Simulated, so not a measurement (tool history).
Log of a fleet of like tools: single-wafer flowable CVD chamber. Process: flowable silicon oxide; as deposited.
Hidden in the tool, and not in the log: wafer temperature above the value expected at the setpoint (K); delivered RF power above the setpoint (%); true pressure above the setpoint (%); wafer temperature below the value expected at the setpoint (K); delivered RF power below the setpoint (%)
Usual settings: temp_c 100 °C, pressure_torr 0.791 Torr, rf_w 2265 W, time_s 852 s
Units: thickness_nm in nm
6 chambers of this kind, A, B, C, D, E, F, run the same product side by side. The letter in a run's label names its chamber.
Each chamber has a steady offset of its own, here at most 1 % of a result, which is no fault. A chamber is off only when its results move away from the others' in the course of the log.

run   hour  temp_c  pressure_torr  rf_w  time_s  hours since the last thermocouple change  hours since the last RF generator calibration  hours since the last manometer calibration  read-back reference wafer on the same gauge, thickness_nm  thickness_nm
 1C    7.3     100          0.791  2265     852                                     619.0                                          872.8                                        51.5                                                     441.05        516.97
 2A   12.4     100          0.791  2265     852                                    1982.1                                          229.5                                       579.9                                                     440.97        520.27
 3B   19.6     100          0.791  2265     852                                     911.9                                         1009.4                                      1541.9                                                     441.10        516.55
 4D   26.2     100          0.791  2265     852                                     807.2                                          365.3                                       474.6                                                     440.67        522.61
 5F   33.5     100          0.791  2265     852                                    1154.9                                         1167.1                                       615.6                                                     440.58        525.03
 6E   38.8     100          0.791  2090     852                                     879.0                                           45.9                                       834.7                                                     440.54        514.97
 7E   47.2     100          0.791  2090     852                                     887.4                                           54.3                                       843.1                                                     441.11        516.15
 8A   56.4     100          0.791  2090     852                                    2026.1                                          273.5                                       623.9                                                     440.79        514.58
 9B   64.9     100          0.791  2090     852                                     957.2                                         1054.7                                      1587.2                                                     440.93        512.34
10F   69.4     100          0.791  2090     852                                    1190.8                                         1203.0                                       651.5                                                     441.33        515.95
11C   76.9     100          0.791  2090     852                                     688.6                                          942.4                                       121.1                                                     441.06        506.92
12D   85.2     100          0.791  2265     852                                     866.2                                          424.3                                       533.6                                                     440.82        521.49
13D   92.5     100          0.791  2265     852                                     873.5                                          431.6                                       540.9                                                     441.43        522.03
14C   98.1     100          0.791  2265     852                                     709.8                                          963.6                                       142.3                                                     440.52        520.75
15A  104.2     100          0.791  2265     852                                    2073.9                                          321.3                                       671.7                                                     441.36        519.26
16F  111.1     107          0.791  2265     852                                    1232.5                                         1244.7                                       693.2                                                     440.96        418.60
17B  116.2     107          0.791  2265     852                                    1008.5                                         1106.0                                      1638.5                                                     441.26        413.55
18E  125.0     107          0.791  2265     852                                     965.2                                          132.1                                       920.9                                                     441.30        410.14
19C  129.6     107          0.791  2265     852                                     741.3                                          995.1                                       173.8                                                     440.69        409.07
20B  135.2     107          0.791  2265     852                                    1027.5                                         1125.0                                      1657.5                                                     441.18        419.02
21A  144.0     107          0.791  2265     852                                    2113.7                                          361.1                                       711.5                                                     441.44        410.32
22E  151.5     100          0.791  2265     852                                     991.7                                          158.6                                       947.4                                                     440.76        521.23
23D  156.1     100          0.674  2595     852                                     937.1                                          495.2                                       604.5                                                     441.14        427.16
24F  164.5     100          0.674  2595     852                                    1285.9                                         1298.1                                       746.6                                                     440.96        432.13
25D  173.4     100          0.674  2595     852                                     954.4                                          512.5                                       621.8                                                     441.30        427.67
26A  178.9     100          0.674  2595     852                                    2148.6                                          396.0                                       746.4                                                     441.59        426.75
27E  184.3     100          0.674  2595     852                                    1024.5                                          191.4                                       980.2                                                     440.67        431.34
28B  189.9     100          0.674  2595     852                                    1082.2                                         1179.7                                      1712.2                                                     440.86        437.83
29C  196.2     100          0.791  2265     852                                     807.9                                         1061.7                                       240.4                                                     440.85        521.35
30F  205.2     100          0.791  2605     852                                    1326.6                                         1338.8                                       787.3                                                     440.94        534.34
31B  212.0     100          0.791  2605     852                                    1104.3                                         1201.8                                      1734.3                                                     441.05        549.74
32F  216.8     100          0.791  2605     852                                    1338.2                                         1350.4                                       798.9                                                     440.70        535.10
33E  224.6     100          0.791  2605     852                                    1064.8                                          231.7                                      1020.5                                                     441.24        531.58
34C  233.2     100          0.791  2605     852                                     844.9                                         1098.7                                       277.4                                                     440.99        525.69
35A  237.6     100          0.791  2605     852                                    2207.3                                          454.7                                       805.1                                                     441.29        531.12
36D  245.5     100          0.791  2265     852                                    1026.5                                          584.6                                       693.9                                                     441.08        524.43
37B  249.8     100          0.791  2265     852                                    1142.1                                         1239.6                                      1772.1                                                     441.37        541.73
38C  258.9     100          0.791  2265     852                                     870.6                                         1124.4                                       303.1                                                     441.02        516.56
39A  267.8     100          0.791  2265     852                                    2237.5                                          484.9                                       835.3                                                     440.63        517.95
40F  273.0     100          0.791  2265     852                                    1394.4                                         1406.6                                       855.1                                                     441.10        523.59
41D  281.4     100          0.791  2265     852                                    1062.4                                          620.5                                       729.8                                                     440.88        520.14
42E  286.9     100          0.791  2265     852                                    1127.1                                          294.0                                      1082.8                                                     440.79        522.40

Next, every chamber runs the same settings. What will each give?
43A  293.9     100          0.948  2265     852                                                                                                                                                                                                             ?
43B  293.9     100          0.948  2265     852                                                                                                                                                                                                             ?
43C  293.9     100          0.948  2265     852                                                                                                                                                                                                             ?
43D  293.9     100          0.948  2265     852                                                                                                                                                                                                             ?
43E  293.9     100          0.948  2265     852                                                                                                                                                                                                             ?
43F  293.9     100          0.948  2265     852                                                                                                                                                                                                             ?

run  thickness_nm
43A        647.15
43B        686.99
43C        650.93
43D        654.51
43E        650.18
43F        654.13
